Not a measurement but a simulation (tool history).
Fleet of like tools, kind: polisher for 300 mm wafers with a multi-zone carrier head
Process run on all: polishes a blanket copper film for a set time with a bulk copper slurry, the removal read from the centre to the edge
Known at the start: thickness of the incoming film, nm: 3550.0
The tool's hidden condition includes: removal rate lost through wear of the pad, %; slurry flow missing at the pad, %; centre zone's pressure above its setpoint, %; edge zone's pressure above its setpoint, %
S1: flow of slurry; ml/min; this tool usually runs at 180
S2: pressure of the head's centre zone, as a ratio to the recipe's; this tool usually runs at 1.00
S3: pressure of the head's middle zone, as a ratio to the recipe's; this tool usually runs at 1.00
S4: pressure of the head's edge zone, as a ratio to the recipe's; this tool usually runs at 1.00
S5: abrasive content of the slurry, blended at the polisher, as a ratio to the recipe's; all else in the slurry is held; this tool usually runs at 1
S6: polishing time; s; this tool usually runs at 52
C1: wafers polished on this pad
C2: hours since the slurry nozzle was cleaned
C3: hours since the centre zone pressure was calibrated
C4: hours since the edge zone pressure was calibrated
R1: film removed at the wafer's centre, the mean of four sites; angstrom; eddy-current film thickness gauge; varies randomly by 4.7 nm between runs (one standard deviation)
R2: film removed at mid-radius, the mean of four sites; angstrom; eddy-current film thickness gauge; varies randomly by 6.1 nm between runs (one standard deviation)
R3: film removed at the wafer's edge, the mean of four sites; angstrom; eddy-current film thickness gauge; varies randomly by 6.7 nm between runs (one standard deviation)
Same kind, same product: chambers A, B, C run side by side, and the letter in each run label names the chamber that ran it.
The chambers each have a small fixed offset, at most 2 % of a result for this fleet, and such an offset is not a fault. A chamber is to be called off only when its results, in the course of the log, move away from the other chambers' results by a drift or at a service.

run   hour   S1    S2    S3    S4  S5  S6    C1     C2     C3      C4      R1      R2      R3
       9.4  -- chamber C: worn pad replaced by a new one
 1A   10.2  180  1.00  1.00  1.00   1  52   530  363.1  348.2   286.8  6009.6  6017.9  6040.4
 2B   22.7  180  1.00  1.00  1.00   1  52   804  550.1  107.1   331.3  6180.5  5980.1  6006.7
 3C   32.3  180  1.00  1.00  1.00   1  52   290  244.8  535.7   827.1  5952.1  6057.7  6072.0
 4C   44.0  180  1.00  1.00  1.00   1  52   439  256.5  547.4   838.8  5993.3  5977.9  6001.9
 5B   50.8  180  1.00  1.00  1.00   1  52  1160  578.2  135.2   359.4  6153.8  5924.9  6041.6
 6A   63.7  180  1.00  1.06  1.12   1  52  1208  416.6  401.7   340.3  5984.1  6351.1  6289.7
      69.5  -- chamber A: worn pad replaced by a new one
 7C   72.1  180  1.00  1.06  1.12   1  52   795  284.6  575.5   866.9  6044.7  6425.0  6373.7
 8B   81.0  180  1.00  1.06  1.12   1  52  1543  608.4  165.4   389.6  6107.1  6351.1  6276.9
 9A   90.8  180  1.00  1.00  1.00   1  52   270  443.7  428.8   367.4  6054.0  6039.7  6099.8
      93.0  -- chamber B: slurry nozzle cleaned
     100.0  -- chamber C: worn pad replaced by a new one
10B  102.9  180  1.00  1.00  1.00   1  52  1821   10.0  187.3   411.5  6132.5  5897.1  6016.2
11C  110.9  180  1.00  1.00  1.00   1  52   139  323.4  614.3   905.7  5928.0  6010.8  6035.0
12A  118.2  180  1.00  1.00  1.00   1  52   618  471.1  456.2   394.8  6066.7  5903.4  5977.3
13C  128.1  180  1.00  0.96  0.91   1  52   357  340.6  631.5   922.9  5941.0  5860.8  5670.5
14A  139.1  180  1.00  0.96  0.91   1  52   883  492.0  477.1   415.7  6092.1  5767.9  5735.0
15B  147.4  180  1.00  0.96  0.91   1  52  2386   54.5  231.8   456.0  6044.3  5653.1  5607.6
16B  154.4  180  1.00  1.00  1.00   1  52  2474   61.5  238.8   463.0  6023.6  5982.7  5879.9
     158.8  -- chamber A: worn pad replaced by a new one
17C  167.6  180  1.00  1.00  1.00   1  52   858  380.1  671.0   962.4  5934.4  6029.2  5911.0
     177.0  -- chamber C: worn pad replaced by a new one
18A  177.2  180  1.00  1.00  1.00   1  52   234  530.1  515.2   453.8  6062.9  5913.8  6044.0
19B  190.1  180  1.00  1.00  1.00   1  52  2927   97.2  274.5   498.7  5952.0  5818.0  5854.1
20A  201.9  180  1.00  1.00  1.00   1  52   547  554.8  539.9   478.5  6102.5  6030.2  6153.8
21C  213.9  180  1.00  1.00  1.00   1  52   468  426.4  717.3  1008.7  5929.4  6011.6  6107.3
22B  225.0  180  1.00  1.00  1.00   1  52  3370  132.1  309.4   533.6  5956.8  5797.4  5711.4
23A  234.1  180  1.00  1.00  1.00   1  52   955  587.0  572.1   510.7  6024.8  6051.1  6045.9
24C  240.9  180  1.00  1.00  1.00   1  52   810  453.4  744.3  1035.7  5961.1  6083.0  5936.7
     252.4  -- chamber A: worn pad replaced by a new one
25B  253.2  180  1.00  1.00  1.00   1  52  3728  160.3  337.6   561.8  5888.1  5676.2  5713.1
26C  263.9  180  1.00  1.00  1.00   1  52  1102  476.4  767.3  1058.7  6026.5  6020.3  6120.8
     268.5  -- chamber C: worn pad replaced by a new one
27A  273.5  180  1.00  1.00  1.00   1  52   268  626.4  611.5   550.1  5929.1  6065.4  6052.1
     277.2  -- chamber B: edge zone pressure recalibrated
28A  282.5  180  1.00  1.00  1.00   1  52   382  635.4  620.5   559.1  5959.7  6017.7  6062.4
29B  295.8  180  1.00  1.00  1.00   1  52  4268  202.9  380.2    18.6  5697.2  5661.3  5591.0
30C  304.0  180  1.00  1.00  1.00   1  52   450  516.5  807.4  1098.8  5960.6  6136.0  6141.2
31B  317.1  180  1.00  1.00  1.00   1  52  4538  224.2  401.5    39.9  5736.6  5469.9  5519.4
32C  326.4  180  1.00  1.00  0.96   1  52   734  538.9  829.8  1121.2  5959.6  5996.9  5992.5
33A  335.4  180  1.00  1.00  0.96   1  52  1053  688.3  673.4   612.0  6047.8  6046.7  6020.6
     341.1  -- chamber A: worn pad replaced by a new one
34A  347.3  180  1.00  1.00  0.96   1  52    79  700.2  685.3   623.9  5984.3  6044.8  5889.3
35B  360.3  180  0.91  1.00  1.00   1  52  5086  267.4  444.7    83.1  5017.8  5418.1  5433.2

Which is it: a chamber that has drifted or been left off by a service, a gauge drift common to all chambers, or only each chamber's usual small offset? If a chamber is off, name it and its likeliest cause.

One chamber, B, drifts off from the rest bit by bit.
What lies behind it: removal rate lost through wear of the pad, % = 9.13.
From this log alone, it may not be told apart from: slurry flow missing at the pad, %.

Which of the 4 candidates below, each the usual settings with something changed and its results left as question marks, puts chamber B back in line with what the other chambers give on the usual settings?
Counts as in line when no further than this from what the other chambers average on the usual settings: R1 160.0 angstrom; R2 220.0 angstrom; R3 230.0 angstrom
36B-1  371.4  180  0.99  1.00  1.01   1  54                   ?   ?   ?
36B-2  371.4  180  1.02  1.00  0.98   1  47                   ?   ?   ?
36B-3  371.4  180  1.01  1.00  0.99   1  50                   ?   ?   ?
36B-4  371.4  180  0.98  1.00  1.02   1  57                   ?   ?   ?

Mean of the other chambers on the usual settings: R1 5982.0 angstrom; R2 6036.7 angstrom; R3 6049.4 angstrom
  run      R1      R2      R3
36B-1  5696.5  5621.9  5699.0
36B-2  5121.9  4892.6  4881.9
36B-3  5390.7  5205.1  5221.4
36B-4  5946.8  5934.5  6047.3
Change 36B-4 lands the chamber within the allowed miss of the other chambers.
